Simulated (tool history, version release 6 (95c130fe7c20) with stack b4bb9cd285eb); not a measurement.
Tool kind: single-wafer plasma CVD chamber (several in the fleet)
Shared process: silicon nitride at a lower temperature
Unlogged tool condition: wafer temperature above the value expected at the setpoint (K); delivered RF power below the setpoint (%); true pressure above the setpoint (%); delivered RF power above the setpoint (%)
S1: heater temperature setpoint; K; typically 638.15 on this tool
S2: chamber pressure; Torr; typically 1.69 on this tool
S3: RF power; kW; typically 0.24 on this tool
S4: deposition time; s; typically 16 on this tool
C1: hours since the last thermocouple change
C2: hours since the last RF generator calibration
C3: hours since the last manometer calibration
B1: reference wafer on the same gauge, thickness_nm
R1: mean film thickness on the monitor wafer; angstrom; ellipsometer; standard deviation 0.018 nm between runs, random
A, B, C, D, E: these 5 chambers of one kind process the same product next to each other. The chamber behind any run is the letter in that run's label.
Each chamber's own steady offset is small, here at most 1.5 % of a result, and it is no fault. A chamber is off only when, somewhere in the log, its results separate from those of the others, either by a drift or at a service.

run	day	S1	S2	S3	S4	C1	C2	C3	B1	R1
1C	0.417	638.15	1.69	0.24	16	1147.4	421.6	937.9	18.402	163.05
2B	0.9	638.15	1.69	0.24	16	1288.9	80.3	119	18.41	165.38
3A	1.221	638.15	1.69	0.24	16	190.5	671.5	1552.2	18.405	163.16
4E	1.479	638.15	1.69	0.24	16	1412.2	683	1900.6	18.411	162.04
5D	1.862	638.15	1.69	0.24	16	1049.6	129	1254.3	18.415	162.14
6C	2.104	638.15	1.69	0.24	16	1187.9	462.1	978.4	18.41	162.82
7E	2.571	638.15	1.69	0.24	16	1438.4	709.2	1926.8	18.411	162.09
8D	2.979	638.15	1.45	0.24	16	1076.4	155.8	1281.1	18.416	155.36
9A	3.354	638.15	1.45	0.24	16	241.7	722.7	1603.4	18.419	156.49
10B	3.646	638.15	1.45	0.24	16	1354.8	146.2	184.9	18.418	158.23
11E	4.129	638.15	1.45	0.24	16	1475.8	746.6	1964.2	18.426	155.35
12C	4.438	638.15	1.45	0.24	16	1243.9	518.1	1034.4	18.422	155.95
13A	4.729	630.15	1.69	0.24	14.2	274.7	755.7	1636.4	18.425	145.26
# day 4.817: chamber E: capacitance manometer re-zeroed and calibrated
14D	5.142	630.15	1.69	0.24	14.2	1128.3	207.7	1333	18.427	144.44
15B	5.529	630.15	1.69	0.24	14.2	1400	191.4	230.1	18.427	147.32
16E	5.958	630.15	1.69	0.24	14.2	1519.7	790.5	27.4	18.427	143.98
17C	6.262	630.15	1.69	0.24	14.2	1287.7	561.9	1078.2	18.434	145.24
# day 6.483: chamber B: thermocouple changed; heater temperature recalibrated
18A	6.729	638.15	1.69	0.24	16	322.7	803.7	1684.4	18.432	163.26
19D	7.067	638.15	1.69	0.24	13	1174.5	253.9	1379.2	18.44	131.89
20B	7.488	638.15	1.69	0.24	13	24.1	238.4	277.1	18.442	134.53
21A	7.946	638.15	1.69	0.24	13	351.9	832.9	1713.6	18.439	132.76
22C	8.304	638.15	1.69	0.24	13	1336.7	610.9	1127.2	18.444	132.67
23B	8.662	638.15	1.69	0.24	13	52.3	266.6	305.3	18.447	134.44
24D	8.983	638.15	1.69	0.24	16	1220.5	299.9	1425.2	18.446	161.99
25E	9.217	638.15	1.69	0.24	16	1597.9	868.7	105.6	18.447	162.2
26B	9.567	638.15	1.69	0.24	16	74	288.3	327	18.459	165.94
27E	9.783	638.15	1.69	0.24	16	1611.5	882.3	119.2	18.45	162.27
28A	10.246	638.15	2.03	0.24	16	407.1	888.1	1768.8	18.457	171.46
29C	10.462	638.15	2.03	0.24	16	1388.5	662.7	1179	18.454	171.87
30D	10.8	638.15	2.03	0.24	16	1264.1	343.5	1468.8	18.464	170.69
31B	11.079	638.15	2.03	0.24	16	110.3	324.6	363.3	18.462	174.5
32C	11.525	638.15	2.03	0.24	16	1414	688.2	1204.5	18.46	171.68
33D	11.846	638.15	1.69	0.24	16	1289.2	368.6	1493.9	18.462	162.89
34E	12.308	638.15	1.4	0.21	16	1672.1	942.9	179.8	18.466	140.39
35A	12.729	638.15	1.4	0.21	16	466.7	947.7	1828.4	18.473	140.59
36D	12.967	638.15	1.4	0.21	16	1316.1	395.5	1520.8	18.466	139.8
37B	13.329	638.15	1.4	0.21	16	164.3	378.6	417.3	18.478	142.48
38C	13.592	638.15	1.4	0.21	16	1463.6	737.8	1254.1	18.467	141.16
39E	13.896	638.15	1.69	0.24	16	1710.2	981	217.9	18.473	162.59
40A	14.258	638.15	1.5	0.285	16	503.4	984.4	1865.1	18.482	179.01
41C	14.742	638.15	1.5	0.285	16	1491.2	765.4	1281.7	18.476	177.89

For the next run the whole fleet of 5 chambers uses the same settings. Give each chamber's results:
42A	15.092	638.15	1.69	0.24	16					?
42B	15.092	638.15	1.69	0.24	16					?
42C	15.092	638.15	1.69	0.24	16					?
42D	15.092	638.15	1.69	0.24	16					?
42E	15.092	638.15	1.69	0.24	16					?

run	R1
42A	163.91
42B	165.91
42C	163.88
42D	162.7
42E	162.76

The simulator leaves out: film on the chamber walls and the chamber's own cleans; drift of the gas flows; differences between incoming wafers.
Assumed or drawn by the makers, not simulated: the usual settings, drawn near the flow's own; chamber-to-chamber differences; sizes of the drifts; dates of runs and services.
